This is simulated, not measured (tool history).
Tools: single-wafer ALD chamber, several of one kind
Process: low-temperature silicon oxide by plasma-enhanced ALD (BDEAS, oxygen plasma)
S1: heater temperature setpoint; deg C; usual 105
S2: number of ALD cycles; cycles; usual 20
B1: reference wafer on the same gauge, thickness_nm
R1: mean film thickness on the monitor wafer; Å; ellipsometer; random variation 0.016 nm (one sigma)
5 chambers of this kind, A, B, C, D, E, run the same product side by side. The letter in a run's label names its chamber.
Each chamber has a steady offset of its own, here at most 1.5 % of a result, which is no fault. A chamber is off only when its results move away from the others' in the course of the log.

run,hour,S1,S2,B1,R1
1C,10.9,105,20,2.3705,28.072
2B,21.7,105,20,2.3740,28.090
3A,31.2,105,20,2.3682,28.297
4E,38.1,105,20,2.3663,28.480
5D,43.8,97,16,2.3707,22.944
6E,51.9,97,16,2.3678,23.138
7B,57.8,97,16,2.3666,22.935
8C,65.3,97,16,2.3697,23.102
9D,71.0,97,16,2.3680,22.797
10A,82.8,100,20,2.3685,28.399
11B,88.6,100,20,2.3673,28.452
# hour 89.7: chamber B: thermocouple changed; heater temperature recalibrated
12E,97.0,100,20,2.3680,28.758
13C,108.7,100,20,2.3709,28.405
14A,114.3,100,20,2.3674,28.384
# hour 120.3: chamber C: thermocouple changed; heater temperature recalibrated
15D,123.3,105,20,2.3700,27.963
16E,130.6,105,20,2.3728,28.453
17D,137.5,105,20,2.3699,28.008
18C,147.1,98,16,2.3715,22.716
19B,152.9,98,16,2.3734,22.953
20A,165.3,98,16,2.3690,22.871
21A,171.7,98,16,2.3699,22.816
22D,179.1,98,16,2.3670,22.708
23C,189.4,105,20,2.3688,28.050
24E,201.7,105,20,2.3714,28.385
25B,209.6,105,20,2.3724,28.141
26E,219.7,105,20,2.3709,28.368
27A,225.8,105,20,2.3690,28.054
28C,231.9,105,20,2.3697,28.140
29D,242.7,105,20,2.3699,27.867
30B,250.4,105,20,2.3679,28.305
31D,260.5,105,22,2.3702,30.709
32A,269.8,105,22,2.3668,30.997
33C,281.5,105,22,2.3682,30.462
34B,288.2,105,22,2.3711,31.256
35E,300.4,105,22,2.3681,31.252
36A,310.8,105,20,2.3682,28.247
37D,319.9,105,20,2.3684,27.974

What goes on in this fleet: one chamber off, a drifting gauge, or nothing beyond the chambers' own small offsets? Name the chamber and the cause, if any.

No chamber stands off beyond its own small offset, and the gauge holds steady.

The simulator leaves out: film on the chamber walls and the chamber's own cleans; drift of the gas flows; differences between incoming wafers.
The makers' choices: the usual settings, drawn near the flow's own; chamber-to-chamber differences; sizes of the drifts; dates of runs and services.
